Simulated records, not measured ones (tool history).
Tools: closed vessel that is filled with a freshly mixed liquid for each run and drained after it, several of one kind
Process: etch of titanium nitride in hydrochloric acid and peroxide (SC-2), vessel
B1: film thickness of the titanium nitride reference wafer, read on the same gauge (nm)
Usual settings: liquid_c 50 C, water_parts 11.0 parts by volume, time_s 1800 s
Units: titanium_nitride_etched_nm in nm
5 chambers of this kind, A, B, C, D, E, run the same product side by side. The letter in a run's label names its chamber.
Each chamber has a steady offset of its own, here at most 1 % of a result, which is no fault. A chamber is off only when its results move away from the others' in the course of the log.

run 1B hour=3.5 | liquid_c=50 water_parts=11.0 time_s=1800 | B1=79.985 | titanium_nitride_etched_nm=23.062
-- hour=3.9 chamber E: new drum of peroxide connected
run 2A hour=9.1 | liquid_c=50 water_parts=11.0 time_s=1800 | B1=79.986 | titanium_nitride_etched_nm=23.362
run 3D hour=13.6 | liquid_c=50 water_parts=11.0 time_s=1800 | B1=79.990 | titanium_nitride_etched_nm=22.817
run 4C hour=19.2 | liquid_c=50 water_parts=11.0 time_s=1800 | B1=79.976 | titanium_nitride_etched_nm=23.100
run 5E hour=24.5 | liquid_c=50 water_parts=11.0 time_s=1800 | B1=79.988 | titanium_nitride_etched_nm=23.004
run 6C hour=30.0 | liquid_c=50 water_parts=11.0 time_s=1800 | B1=79.996 | titanium_nitride_etched_nm=22.989
run 7E hour=34.5 | liquid_c=50 water_parts=11.0 time_s=1800 | B1=80.011 | titanium_nitride_etched_nm=22.649
run 8B hour=40.0 | liquid_c=50 water_parts=11.0 time_s=1800 | B1=79.994 | titanium_nitride_etched_nm=22.920
-- hour=41.9 chamber D: new drum of peroxide connected
run 9A hour=43.3 | liquid_c=50 water_parts=11.0 time_s=1800 | B1=79.991 | titanium_nitride_etched_nm=23.498
run 10D hour=47.3 | liquid_c=50 water_parts=11.0 time_s=1800 | B1=79.986 | titanium_nitride_etched_nm=22.914
run 11A hour=51.4 | liquid_c=50 water_parts=11.0 time_s=1800 | B1=80.030 | titanium_nitride_etched_nm=23.328
run 12B hour=55.5 | liquid_c=50 water_parts=11.0 time_s=1800 | B1=80.011 | titanium_nitride_etched_nm=23.165
run 13C hour=60.3 | liquid_c=50 water_parts=11.0 time_s=1800 | B1=80.005 | titanium_nitride_etched_nm=22.957
-- hour=63.7 chamber A: thermometer replaced
run 14E hour=63.7 | liquid_c=50 water_parts=11.0 time_s=1800 | B1=79.990 | titanium_nitride_etched_nm=22.105
run 15D hour=69.5 | liquid_c=50 water_parts=11.0 time_s=1800 | B1=79.991 | titanium_nitride_etched_nm=22.982
run 16E hour=76.2 | liquid_c=50 water_parts=11.0 time_s=1800 | B1=80.007 | titanium_nitride_etched_nm=22.465
run 17B hour=82.2 | liquid_c=50 water_parts=11.0 time_s=1800 | B1=80.001 | titanium_nitride_etched_nm=23.087
run 18C hour=85.6 | liquid_c=50 water_parts=11.0 time_s=1800 | B1=80.020 | titanium_nitride_etched_nm=22.852
run 19A hour=92.1 | liquid_c=50 water_parts=15.5 time_s=2825 | B1=80.051 | titanium_nitride_etched_nm=27.129
-- hour=93.8 chamber D: chemicals flow meter replaced
run 20D hour=95.6 | liquid_c=50 water_parts=15.5 time_s=2825 | B1=79.959 | titanium_nitride_etched_nm=26.602
run 21A hour=102.0 | liquid_c=50 water_parts=15.5 time_s=2825 | B1=79.985 | titanium_nitride_etched_nm=26.923
run 22D hour=106.4 | liquid_c=50 water_parts=15.5 time_s=2825 | B1=79.984 | titanium_nitride_etched_nm=26.853
run 23E hour=110.3 | liquid_c=50 water_parts=15.5 time_s=2825 | B1=79.962 | titanium_nitride_etched_nm=25.280
run 24B hour=115.8 | liquid_c=50 water_parts=11.0 time_s=1800 | B1=80.003 | titanium_nitride_etched_nm=23.080
run 25C hour=119.5 | liquid_c=50 water_parts=15.0 time_s=2330 | B1=80.033 | titanium_nitride_etched_nm=22.902
run 26E hour=125.2 | liquid_c=50 water_parts=15.0 time_s=2330 | B1=80.033 | titanium_nitride_etched_nm=21.314
-- hour=127.3 chamber C: new drum of peroxide connected
run 27B hour=131.5 | liquid_c=50 water_parts=15.0 time_s=2330 | B1=80.006 | titanium_nitride_etched_nm=22.979
run 28A hour=134.8 | liquid_c=50 water_parts=15.0 time_s=2330 | B1=79.993 | titanium_nitride_etched_nm=22.881
run 29D hour=141.7 | liquid_c=50 water_parts=15.0 time_s=2330 | B1=79.984 | titanium_nitride_etched_nm=22.864
run 30C hour=147.2 | liquid_c=50 water_parts=11.0 time_s=1800 | B1=80.032 | titanium_nitride_etched_nm=22.870

Is one chamber off against the others, does the gauge drift, or is nothing wrong? If a chamber is off, say which, and what the likeliest cause is.

Chamber E drifts away from the others.
Cause: chemicals flow below the setpoint (%) = 9.08.
The log may not tell that from: liquid colder than its thermometer reads (K); peroxide weaker than its label (%).

Here are 4 candidates for chamber E's next run, each the usual settings with a change, their results left as question marks. Which one brings its results back in line with what the others give on the usual settings?
In line means no further than this from the other chambers' mean on the usual settings: titanium_nitride_etched_nm 0.470 nm
run 31E-1 hour=152.5 | liquid_c=50.0 water_parts=11.0 time_s=1870 | titanium_nitride_etched_nm=?
run 31E-2 hour=152.5 | liquid_c=50.0 water_parts=10.0 time_s=1800 | titanium_nitride_etched_nm=?
run 31E-3 hour=152.5 | liquid_c=50.0 water_parts=12.0 time_s=1800 | titanium_nitride_etched_nm=?
run 31E-4 hour=152.5 | liquid_c=49.5 water_parts=11.0 time_s=1775 | titanium_nitride_etched_nm=?

The other chambers' mean on the usual settings: titanium_nitride_etched_nm 23.034 nm
run=31E-1 titanium_nitride_etched_nm=22.056
run=31E-2 titanium_nitride_etched_nm=23.027
run=31E-3 titanium_nitride_etched_nm=19.695
run=31E-4 titanium_nitride_etched_nm=20.234
31E-2 brings the chamber back in line.
